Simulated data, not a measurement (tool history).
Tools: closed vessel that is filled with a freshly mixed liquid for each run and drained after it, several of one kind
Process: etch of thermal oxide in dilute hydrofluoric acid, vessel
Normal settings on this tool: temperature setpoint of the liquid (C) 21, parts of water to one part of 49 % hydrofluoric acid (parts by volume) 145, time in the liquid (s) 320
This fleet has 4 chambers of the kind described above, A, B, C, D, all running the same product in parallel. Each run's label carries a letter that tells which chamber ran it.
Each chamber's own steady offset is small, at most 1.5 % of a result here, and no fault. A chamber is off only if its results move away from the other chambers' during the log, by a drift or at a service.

run   hour  temperature setpoint of the liquid (C)  parts of water to one part of 49 % hydrofluoric acid (parts by volume)  time in the liquid (s)  read-back film thickness of the thermal oxide reference wafer, read on the same gauge (nm)  thickness taken off the thermal oxide on a monitor wafer (angstrom)
 1B    5.1                                      21                                                                     145                     320                                                                                      139.99                                                               87.334
 2D   14.3                                      21                                                                     145                     320                                                                                      139.99                                                               89.354
 3C   23.7                                      21                                                                     145                     320                                                                                      139.98                                                               90.446
 4A   28.9                                      21                                                                     145                     320                                                                                      140.01                                                               89.728
 5D   38.2                                      21                                                                     145                     320                                                                                      140.00                                                               89.345
 6B   44.7                                      21                                                                     145                     320                                                                                      140.01                                                               88.051
 7A   52.8                                      21                                                                     145                     320                                                                                      140.01                                                               89.064
 8C   58.3                                      21                                                                     145                     320                                                                                      140.01                                                               89.635
 9A   65.5                                      21                                                                     145                     320                                                                                      140.01                                                               89.563
10C   73.2                                      21                                                                     145                     320                                                                                      140.00                                                               89.106
11D   78.8                                      21                                                                     145                     320                                                                                      140.00                                                               89.526
12B   84.2                                      21                                                                     145                     320                                                                                      140.01                                                               88.097
13C   93.1                                      21                                                                     145                     320                                                                                      140.00                                                               89.152
14B   98.0                                      21                                                                     145                     320                                                                                      140.01                                                               87.216
15A  109.3                                      21                                                                     145                     320                                                                                      139.98                                                               88.355
16D  116.3                                      21                                                                     145                     320                                                                                      139.98                                                               89.817
17D  122.0                                      21                                                                     145                     320                                                                                      139.99                                                               89.446
18A  132.3                                      21                                                                     145                     320                                                                                      140.00                                                               88.077
     136.4  -- chamber A: hydrofluoric acid flow meter replaced
19B  142.1                                      21                                                                     145                     320                                                                                      139.98                                                               89.275
20C  148.8                                      21                                                                     145                     450                                                                                      140.03                                                              125.540
21C  156.2                                      21                                                                     145                     450                                                                                      140.00                                                              127.130
22A  167.4                                      21                                                                     145                     450                                                                                      140.01                                                              123.840
23B  177.0                                      21                                                                     145                     450                                                                                      140.03                                                              123.880
24D  186.8                                      21                                                                     145                     320                                                                                      140.00                                                               89.252
25A  193.3                                      21                                                                      90                     320                                                                                      139.98                                                              150.640
26C  202.4                                      21                                                                      90                     320                                                                                      140.01                                                              154.120
27B  212.7                                      21                                                                      90                     320                                                                                      140.02                                                              151.910
28D  222.5                                      21                                                                      90                     320                                                                                      140.00                                                              153.310
29A  228.7                                      21                                                                     145                     320                                                                                      140.00                                                               85.495
30B  238.1                                      21                                                                     145                     320                                                                                      139.99                                                               89.375
31D  246.9                                      21                                                                     145                     320                                                                                      139.99                                                               89.736
32C  252.4                                      21                                                                     145                     320                                                                                      140.01                                                               89.084
33A  261.2                                      21                                                                     145                     320                                                                                      140.00                                                               86.326
34B  272.1                                      21                                                                     145                     320                                                                                      140.00                                                               89.346
35C  280.7                                      21                                                                     145                     320                                                                                      140.02                                                               89.490
36D  290.8                                      21                                                                     145                     320                                                                                      139.99                                                               88.523
37D  300.0                                      21                                                                     145                     320                                                                                      139.99                                                               88.896
     304.4  -- chamber C: hydrofluoric acid flow meter replaced
38A  311.1                                      17                                                                     120                     320                                                                                      140.03                                                               89.680
39C  318.8                                      17                                                                     120                     320                                                                                      140.02                                                               94.869
40B  328.5                                      17                                                                     120                     320                                                                                      139.97                                                               92.795
41C  334.8                                      17                                                                     120                     320                                                                                      139.98                                                               94.394
42B  342.3                                      21                                                                     145                     320                                                                                      139.99                                                               88.529

Each of the 4 chambers runs these same settings next. Fill in every chamber's results:
43A  350.5                                      21                                                                     145                     320                                                                                                                                                                ?
43B  350.5                                      21                                                                     145                     320                                                                                                                                                                ?
43C  350.5                                      21                                                                     145                     320                                                                                                                                                                ?
43D  350.5                                      21                                                                     145                     320                                                                                                                                                                ?

run  thickness taken off the thermal oxide on a monitor wafer (angstrom)
43A                                                               84.152
43B                                                               89.076
43C                                                               89.649
43D                                                               88.969

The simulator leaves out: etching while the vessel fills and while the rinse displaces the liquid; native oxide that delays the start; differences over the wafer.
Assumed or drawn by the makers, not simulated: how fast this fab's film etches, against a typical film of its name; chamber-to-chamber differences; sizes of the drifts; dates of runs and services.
